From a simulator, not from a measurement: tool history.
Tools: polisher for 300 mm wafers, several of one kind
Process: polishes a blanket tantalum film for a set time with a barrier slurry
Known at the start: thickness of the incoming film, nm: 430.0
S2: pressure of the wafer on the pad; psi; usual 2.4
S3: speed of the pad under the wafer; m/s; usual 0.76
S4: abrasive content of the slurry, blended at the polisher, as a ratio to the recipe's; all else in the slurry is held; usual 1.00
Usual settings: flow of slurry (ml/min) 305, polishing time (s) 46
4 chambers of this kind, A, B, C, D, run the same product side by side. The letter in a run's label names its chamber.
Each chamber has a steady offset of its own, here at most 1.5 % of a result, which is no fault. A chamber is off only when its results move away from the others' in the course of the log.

Run 1B, day 0.533: usual settings. Result: film removed (Å) 700.89.
Run 2A, day 1.108: usual settings. Result: film removed (Å) 696.51.
At day 1.133: chamber C: slurry nozzle cleaned.
Run 3D, day 1.629: usual settings. Result: film removed (Å) 697.64.
At day 1.725: chamber B: worn pad replaced by a new one.
At day 1.971: chamber A: worn pad replaced by a new one.
Run 4C, day 2.012: usual settings. Result: film removed (Å) 710.97.
At day 2.246: chamber B: slurry blender recalibrated.
Run 5A, day 2.446: usual settings. Result: film removed (Å) 697.10.
At day 2.608: chamber C: worn pad replaced by a new one.
At day 2.633: chamber D: worn pad replaced by a new one.
Run 6C, day 2.846: usual settings. Result: film removed (Å) 706.54.
Run 7D, day 3.354: usual settings. Result: film removed (Å) 713.83.
Run 8B, day 3.962: usual settings. Result: film removed (Å) 688.53.
At day 4.192: chamber A: slurry blender recalibrated.
Run 9C, day 4.304: usual settings. Result: film removed (Å) 710.55.
Run 10B, day 4.604: usual settings. Result: film removed (Å) 701.65.
At day 4.642: chamber D: head pressure recalibrated.
At day 4.646: chamber A: worn pad replaced by a new one.
Run 11A, day 4.904: usual settings but S2 3.2 psi, S3 0.94 m/s. Result: film removed (Å) 1157.60.
Run 12D, day 5.296: usual settings but S2 3.2 psi, S3 0.94 m/s. Result: film removed (Å) 1117.60.
Run 13B, day 5.842: usual settings but S2 3.2 psi, S3 0.94 m/s. Result: film removed (Å) 1151.90.
At day 5.954: chamber B: worn pad replaced by a new one.
Run 14A, day 6.200: usual settings but S2 3.2 psi, S3 0.94 m/s. Result: film removed (Å) 1151.20.
At day 6.504: chamber C: worn pad replaced by a new one.
Run 15C, day 6.646: usual settings. Result: film removed (Å) 707.92.
At day 6.692: chamber A: slurry nozzle cleaned.
Run 16D, day 6.992: usual settings. Result: film removed (Å) 674.41.
At day 7.333: chamber A: worn pad replaced by a new one.
Run 17B, day 7.371: usual settings. Result: film removed (Å) 700.14.
Run 18A, day 8.029: usual settings. Result: film removed (Å) 697.27.
At day 8.121: chamber B: slurry nozzle cleaned.
Run 19C, day 8.429: usual settings. Result: film removed (Å) 712.54.
At day 8.508: chamber A: slurry blender recalibrated.
Run 20D, day 8.896: usual settings. Result: film removed (Å) 654.61.
At day 9.021: chamber D: worn pad replaced by a new one.
Run 21D, day 9.571: usual settings. Result: film removed (Å) 653.89.
At day 9.646: chamber A: worn pad replaced by a new one.
Run 22B, day 10.112: usual settings. Result: film removed (Å) 700.05.
At day 10.354: chamber C: worn pad replaced by a new one.
Run 23C, day 10.429: usual settings. Result: film removed (Å) 708.15.
Run 24A, day 10.888: usual settings but S3 0.54 m/s, S4 1.15. Result: film removed (Å) 510.12.

All 4 chambers run these settings next. Forecast each chamber's results:
Run 25A, day 11.371: usual settings but S2 1.9 psi. Result: film removed (Å) ?.
Run 25B, day 11.371: usual settings but S2 1.9 psi. Result: film removed (Å) ?.
Run 25C, day 11.371: usual settings but S2 1.9 psi. Result: film removed (Å) ?.
Run 25D, day 11.371: usual settings but S2 1.9 psi. Result: film removed (Å) ?.

run  film removed (Å)
25A            564.43
25B            546.77
25C            569.30
25D            490.30
